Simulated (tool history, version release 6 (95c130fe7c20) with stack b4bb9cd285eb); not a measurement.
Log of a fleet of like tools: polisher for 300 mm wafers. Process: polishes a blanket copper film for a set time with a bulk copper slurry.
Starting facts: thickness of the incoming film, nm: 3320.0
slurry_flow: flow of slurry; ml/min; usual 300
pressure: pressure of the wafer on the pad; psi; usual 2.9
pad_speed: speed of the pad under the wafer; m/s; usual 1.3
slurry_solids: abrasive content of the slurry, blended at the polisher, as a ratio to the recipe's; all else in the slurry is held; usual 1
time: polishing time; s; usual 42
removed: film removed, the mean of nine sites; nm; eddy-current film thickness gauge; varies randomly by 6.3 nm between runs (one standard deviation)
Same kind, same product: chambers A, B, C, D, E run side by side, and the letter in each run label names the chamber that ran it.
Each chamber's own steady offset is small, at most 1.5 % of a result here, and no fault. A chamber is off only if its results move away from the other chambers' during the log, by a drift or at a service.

{"hour": 6.6, "done": "chamber D: worn pad replaced by a new one"}
{"run": "1B", "hour": 11.3, "slurry_flow": 300, "pressure": 2.9, "pad_speed": 1.3, "slurry_solids": 1, "time": 42, "removed": 566.29}
{"run": "2A", "hour": 22.6, "slurry_flow": 300, "pressure": 2.9, "pad_speed": 1.3, "slurry_solids": 1, "time": 42, "removed": 560.87}
{"run": "3D", "hour": 30.8, "slurry_flow": 300, "pressure": 2.9, "pad_speed": 1.3, "slurry_solids": 1, "time": 42, "removed": 579.32}
{"hour": 40.2, "done": "chamber A: slurry nozzle cleaned"}
{"run": "4C", "hour": 41.7, "slurry_flow": 300, "pressure": 2.9, "pad_speed": 1.3, "slurry_solids": 1, "time": 42, "removed": 563.51}
{"hour": 41.9, "done": "chamber B: worn pad replaced by a new one"}
{"hour": 49.0, "done": "chamber C: worn pad replaced by a new one"}
{"run": "5E", "hour": 51.5, "slurry_flow": 300, "pressure": 2.9, "pad_speed": 1.3, "slurry_solids": 1, "time": 42, "removed": 560.11}
{"hour": 54.9, "done": "chamber A: worn pad replaced by a new one"}
{"hour": 55.2, "done": "chamber A: slurry blender recalibrated"}
{"run": "6C", "hour": 62.2, "slurry_flow": 300, "pressure": 2.9, "pad_speed": 1.3, "slurry_solids": 1, "time": 42, "removed": 563.95}
{"hour": 66.3, "done": "chamber D: worn pad replaced by a new one"}
{"run": "7A", "hour": 72.6, "slurry_flow": 300, "pressure": 2.4, "pad_speed": 1.3, "slurry_solids": 1, "time": 42, "removed": 465.3}
{"hour": 77.4, "done": "chamber A: head pressure recalibrated"}
{"hour": 78.7, "done": "chamber C: slurry blender recalibrated"}
{"run": "8D", "hour": 82.4, "slurry_flow": 300, "pressure": 2.4, "pad_speed": 1.3, "slurry_solids": 1, "time": 42, "removed": 474.23}
{"hour": 85.3, "done": "chamber E: worn pad replaced by a new one"}
{"run": "9B", "hour": 88.7, "slurry_flow": 300, "pressure": 2.4, "pad_speed": 1.3, "slurry_solids": 1, "time": 42, "removed": 460.21}
{"hour": 94.4, "done": "chamber C: head pressure recalibrated"}
{"run": "10E", "hour": 99.1, "slurry_flow": 300, "pressure": 2.4, "pad_speed": 1.3, "slurry_solids": 1, "time": 42, "removed": 466.09}
{"run": "11A", "hour": 107.9, "slurry_flow": 300, "pressure": 2.4, "pad_speed": 1.3, "slurry_solids": 1, "time": 42, "removed": 472.09}
{"hour": 112.9, "done": "chamber E: slurry blender recalibrated"}
{"run": "12D", "hour": 117.6, "slurry_flow": 300, "pressure": 2.9, "pad_speed": 1.3, "slurry_solids": 1, "time": 42, "removed": 571.28}
{"hour": 122.4, "done": "chamber E: head pressure recalibrated"}
{"run": "13E", "hour": 123.1, "slurry_flow": 300, "pressure": 2.9, "pad_speed": 1.3, "slurry_solids": 1, "time": 42, "removed": 564.21}
{"run": "14B", "hour": 131.9, "slurry_flow": 300, "pressure": 2.6, "pad_speed": 1.3, "slurry_solids": 1, "time": 42, "removed": 499.31}
{"hour": 135.2, "done": "chamber B: worn pad replaced by a new one"}
{"hour": 141.4, "done": "chamber D: worn pad replaced by a new one"}
{"run": "15C", "hour": 142.6, "slurry_flow": 300, "pressure": 2.6, "pad_speed": 1.3, "slurry_solids": 1, "time": 42, "removed": 454.44}
{"run": "16E", "hour": 147.6, "slurry_flow": 300, "pressure": 2.6, "pad_speed": 1.3, "slurry_solids": 1, "time": 42, "removed": 502.67}
{"run": "17D", "hour": 154.6, "slurry_flow": 300, "pressure": 2.6, "pad_speed": 1.3, "slurry_solids": 1, "time": 42, "removed": 506.76}
{"hour": 157.1, "done": "chamber C: worn pad replaced by a new one"}
{"hour": 159.2, "done": "chamber A: worn pad replaced by a new one"}
{"run": "18B", "hour": 160.0, "slurry_flow": 300, "pressure": 2.6, "pad_speed": 1.3, "slurry_solids": 1, "time": 42, "removed": 511.28}
{"run": "19C", "hour": 168.3, "slurry_flow": 300, "pressure": 2.9, "pad_speed": 1.3, "slurry_solids": 1, "time": 42, "removed": 515.23}
{"run": "20A", "hour": 177.6, "slurry_flow": 300, "pressure": 2.9, "pad_speed": 1.3, "slurry_solids": 1, "time": 42, "removed": 571.69}
{"hour": 178.1, "done": "chamber E: worn pad replaced by a new one"}
{"run": "21A", "hour": 183.7, "slurry_flow": 300, "pressure": 2.9, "pad_speed": 1.3, "slurry_solids": 1, "time": 42, "removed": 572.83}
{"run": "22D", "hour": 191.3, "slurry_flow": 300, "pressure": 2.9, "pad_speed": 1.74, "slurry_solids": 1, "time": 29, "removed": 519.81}
{"run": "23E", "hour": 197.4, "slurry_flow": 300, "pressure": 2.9, "pad_speed": 1.74, "slurry_solids": 1, "time": 29, "removed": 520.33}
{"run": "24B", "hour": 206.3, "slurry_flow": 300, "pressure": 2.9, "pad_speed": 1.74, "slurry_solids": 1, "time": 29, "removed": 526.05}
{"run": "25C", "hour": 213.6, "slurry_flow": 300, "pressure": 2.9, "pad_speed": 1.74, "slurry_solids": 1, "time": 29, "removed": 467.74}
{"hour": 216.6, "done": "chamber C: slurry blender recalibrated"}
{"hour": 217.9, "done": "chamber D: worn pad replaced by a new one"}
{"run": "26E", "hour": 221.7, "slurry_flow": 300, "pressure": 2.9, "pad_speed": 1.74, "slurry_solids": 1, "time": 29, "removed": 517.82}
{"run": "27B", "hour": 231.8, "slurry_flow": 300, "pressure": 2.9, "pad_speed": 1.3, "slurry_solids": 1, "time": 42, "removed": 558.77}
{"hour": 235.5, "done": "chamber D: slurry blender recalibrated"}
{"run": "28C", "hour": 237.0, "slurry_flow": 300, "pressure": 2.9, "pad_speed": 1.3, "slurry_solids": 1, "time": 42, "removed": 506.23}
{"hour": 239.6, "done": "chamber B: worn pad replaced by a new one"}
{"run": "29A", "hour": 246.5, "slurry_flow": 200, "pressure": 2.9, "pad_speed": 1.5, "slurry_solids": 1, "time": 42, "removed": 624.5}
{"run": "30D", "hour": 252.4, "slurry_flow": 200, "pressure": 2.9, "pad_speed": 1.5, "slurry_solids": 1, "time": 42, "removed": 636.56}
{"hour": 257.9, "done": "chamber E: worn pad replaced by a new one"}
{"hour": 259.9, "done": "chamber B: slurry blender recalibrated"}
{"run": "31D", "hour": 260.7, "slurry_flow": 200, "pressure": 2.9, "pad_speed": 1.5, "slurry_solids": 1, "time": 42, "removed": 621.61}
{"run": "32B", "hour": 272.0, "slurry_flow": 200, "pressure": 2.9, "pad_speed": 1.5, "slurry_solids": 1, "time": 42, "removed": 607.16}
{"run": "33E", "hour": 280.9, "slurry_flow": 200, "pressure": 2.9, "pad_speed": 1.5, "slurry_solids": 1, "time": 42, "removed": 620.74}

Is one chamber out of step, is the gauge drifting, or do the chambers differ by no more than their own small offsets? For an off chamber, give its letter and the likeliest cause.

Chamber C came out of a service off from its peers and stayed that way.
What lies behind it: head's pressure below its setpoint, % = 9.75.

Chamber C could run next with any of the 4 candidate recipes listed below; each alters the usual settings, and their results appear as question marks. Which one brings its results back in line with what the other chambers deliver on the usual settings?
Counts as in line when no further than this from what the other chambers average on the usual settings: removed 22 nm
{"run": "34C-1", "hour": 289.0, "slurry_flow": 300, "pressure": 2.8, "pad_speed": 1.26, "slurry_solids": 1, "time": 40, "removed": "?"}
{"run": "34C-2", "hour": 289.0, "slurry_flow": 300, "pressure": 2.9, "pad_speed": 1.3, "slurry_solids": 1, "time": 43, "removed": "?"}
{"run": "34C-3", "hour": 289.0, "slurry_flow": 300, "pressure": 2.9, "pad_speed": 1.36, "slurry_solids": 1, "time": 44, "removed": "?"}
{"run": "34C-4", "hour": 289.0, "slurry_flow": 300, "pressure": 2.9, "pad_speed": 1.28, "slurry_solids": 1, "time": 41, "removed": "?"}

What the other chambers average on the usual settings: removed 565.97 nm
run=34C-1 removed=454.51
run=34C-2 removed=522.12
run=34C-3 removed=558.55
run=34C-4 removed=490.29
It is 34C-3 that realigns the chamber with its peers.
